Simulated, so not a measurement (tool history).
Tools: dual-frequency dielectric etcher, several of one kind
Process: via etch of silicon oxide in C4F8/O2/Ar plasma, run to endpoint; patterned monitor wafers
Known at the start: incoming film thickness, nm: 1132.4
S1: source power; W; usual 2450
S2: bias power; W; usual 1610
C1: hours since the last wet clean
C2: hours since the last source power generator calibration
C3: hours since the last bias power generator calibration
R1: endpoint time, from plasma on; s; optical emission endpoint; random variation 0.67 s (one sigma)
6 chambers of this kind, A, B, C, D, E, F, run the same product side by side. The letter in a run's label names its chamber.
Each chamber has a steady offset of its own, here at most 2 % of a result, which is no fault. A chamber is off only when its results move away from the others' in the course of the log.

run 1D hour=4.7 | S1=2450 S2=1610 | C1=542.2 C2=2834.7 C3=2545.0 | R1=219.80
run 2F hour=8.2 | S1=2450 S2=1610 | C1=287.7 C2=1484.4 C3=3886.6 | R1=219.37
run 3A hour=12.7 | S1=2450 S2=1610 | C1=135.4 C2=1068.2 C3=3882.6 | R1=217.06
run 4E hour=17.3 | S1=2450 S2=1610 | C1=272.2 C2=898.6 C3=3092.2 | R1=218.02
run 5B hour=21.8 | S1=2450 S2=1610 | C1=440.5 C2=1115.6 C3=1133.0 | R1=215.11
run 6C hour=26.2 | S1=2450 S2=1610 | C1=355.6 C2=706.9 C3=859.7 | R1=217.89
run 7C hour=28.9 | S1=2450 S2=1610 | C1=358.3 C2=709.6 C3=862.4 | R1=218.02
-- hour=32.1 chamber D: wet clean of the chamber
run 8B hour=33.2 | S1=2450 S2=1610 | C1=451.9 C2=1127.0 C3=1144.4 | R1=215.34
run 9F hour=37.7 | S1=2450 S2=1610 | C1=317.2 C2=1513.9 C3=3916.1 | R1=218.87
run 10E hour=41.7 | S1=2450 S2=1610 | C1=296.6 C2=923.0 C3=3116.6 | R1=217.53
run 11D hour=45.1 | S1=2450 S2=1610 | C1=13.1 C2=2875.1 C3=2585.4 | R1=220.11
run 12A hour=48.8 | S1=2060 S2=1815 | C1=171.5 C2=1104.3 C3=3918.7 | R1=225.77
run 13F hour=51.0 | S1=2060 S2=1815 | C1=330.5 C2=1527.2 C3=3929.4 | R1=228.33
run 14A hour=53.3 | S1=2060 S2=1815 | C1=176.0 C2=1108.8 C3=3923.2 | R1=226.40
run 15E hour=57.8 | S1=2060 S2=1815 | C1=312.7 C2=939.1 C3=3132.7 | R1=226.16
run 16D hour=60.6 | S1=2060 S2=1815 | C1=28.6 C2=2890.6 C3=2600.9 | R1=228.04
run 17C hour=64.6 | S1=2060 S2=1815 | C1=394.0 C2=745.3 C3=898.1 | R1=226.86
-- hour=68.7 chamber F: wet clean of the chamber
run 18B hour=68.7 | S1=2450 S2=1610 | C1=487.4 C2=1162.5 C3=1179.9 | R1=216.38
run 19C hour=73.4 | S1=2450 S2=1610 | C1=402.8 C2=754.1 C3=906.9 | R1=219.10
run 20F hour=77.3 | S1=3020 S2=1975 | C1=8.6 C2=1553.5 C3=3955.7 | R1=189.23
run 21A hour=79.9 | S1=3020 S2=1975 | C1=202.6 C2=1135.4 C3=3949.8 | R1=189.34
-- hour=81.2 chamber C: wet clean of the chamber
run 22E hour=83.8 | S1=3020 S2=1975 | C1=338.7 C2=965.1 C3=3158.7 | R1=189.74
run 23B hour=85.9 | S1=3020 S2=1975 | C1=504.6 C2=1179.7 C3=1197.1 | R1=187.02
run 24D hour=89.0 | S1=3020 S2=1975 | C1=57.0 C2=2919.0 C3=2629.3 | R1=191.42
run 25B hour=92.9 | S1=3020 S2=1975 | C1=511.6 C2=1186.7 C3=1204.1 | R1=187.48
run 26C hour=97.4 | S1=2450 S2=1610 | C1=16.2 C2=778.1 C3=930.9 | R1=225.31
run 27A hour=100.3 | S1=2450 S2=1445 | C1=223.0 C2=1155.8 C3=3970.2 | R1=223.47
run 28F hour=104.9 | S1=2450 S2=1445 | C1=36.2 C2=1581.1 C3=3983.3 | R1=225.18
run 29E hour=109.5 | S1=2450 S2=1445 | C1=364.4 C2=990.8 C3=3184.4 | R1=223.57
run 30D hour=113.0 | S1=2450 S2=1445 | C1=81.0 C2=2943.0 C3=2653.3 | R1=227.05
run 31E hour=116.7 | S1=2450 S2=1445 | C1=371.6 C2=998.0 C3=3191.6 | R1=224.22
run 32D hour=119.4 | S1=2450 S2=1445 | C1=87.4 C2=2949.4 C3=2659.7 | R1=227.69
run 33F hour=123.4 | S1=2450 S2=1610 | C1=54.7 C2=1599.6 C3=4001.8 | R1=218.81
run 34C hour=127.8 | S1=2450 S2=1889 | C1=46.6 C2=808.5 C3=961.3 | R1=215.91
run 35B hour=131.9 | S1=2450 S2=1889 | C1=550.6 C2=1225.7 C3=1243.1 | R1=206.03
run 36A hour=134.5 | S1=2450 S2=1889 | C1=257.2 C2=1190.0 C3=4004.4 | R1=207.62
run 37E hour=137.3 | S1=2450 S2=1889 | C1=392.2 C2=1018.6 C3=3212.2 | R1=207.40

What goes on in this fleet: one chamber off, a drifting gauge, or nothing beyond the chambers' own small offsets? Name the chamber and the cause, if any.

A service left chamber C off against the others.
Cause: etch rate under this chamber's usual, % = 3.02.

Here are 4 candidates for chamber C's next run, each the usual settings with a change, their results left as question marks. Which one brings its results back in line with what the others give on the usual settings?
In line means no further than this from the other chambers' mean on the usual settings: R1 2.30 s
run 38C-1 hour=140.7 | S1=2450 S2=1697 | R1=?
run 38C-2 hour=140.7 | S1=2390 S2=1584 | R1=?
run 38C-3 hour=140.7 | S1=2590 S2=1671 | R1=?
run 38C-4 hour=140.7 | S1=2310 S2=1549 | R1=?

The other chambers' mean on the usual settings: R1 217.76 s
run=38C-1 R1=221.69
run=38C-2 R1=228.03
run=38C-3 R1=217.70
run=38C-4 R1=232.53
38C-3 brings the chamber back in line.

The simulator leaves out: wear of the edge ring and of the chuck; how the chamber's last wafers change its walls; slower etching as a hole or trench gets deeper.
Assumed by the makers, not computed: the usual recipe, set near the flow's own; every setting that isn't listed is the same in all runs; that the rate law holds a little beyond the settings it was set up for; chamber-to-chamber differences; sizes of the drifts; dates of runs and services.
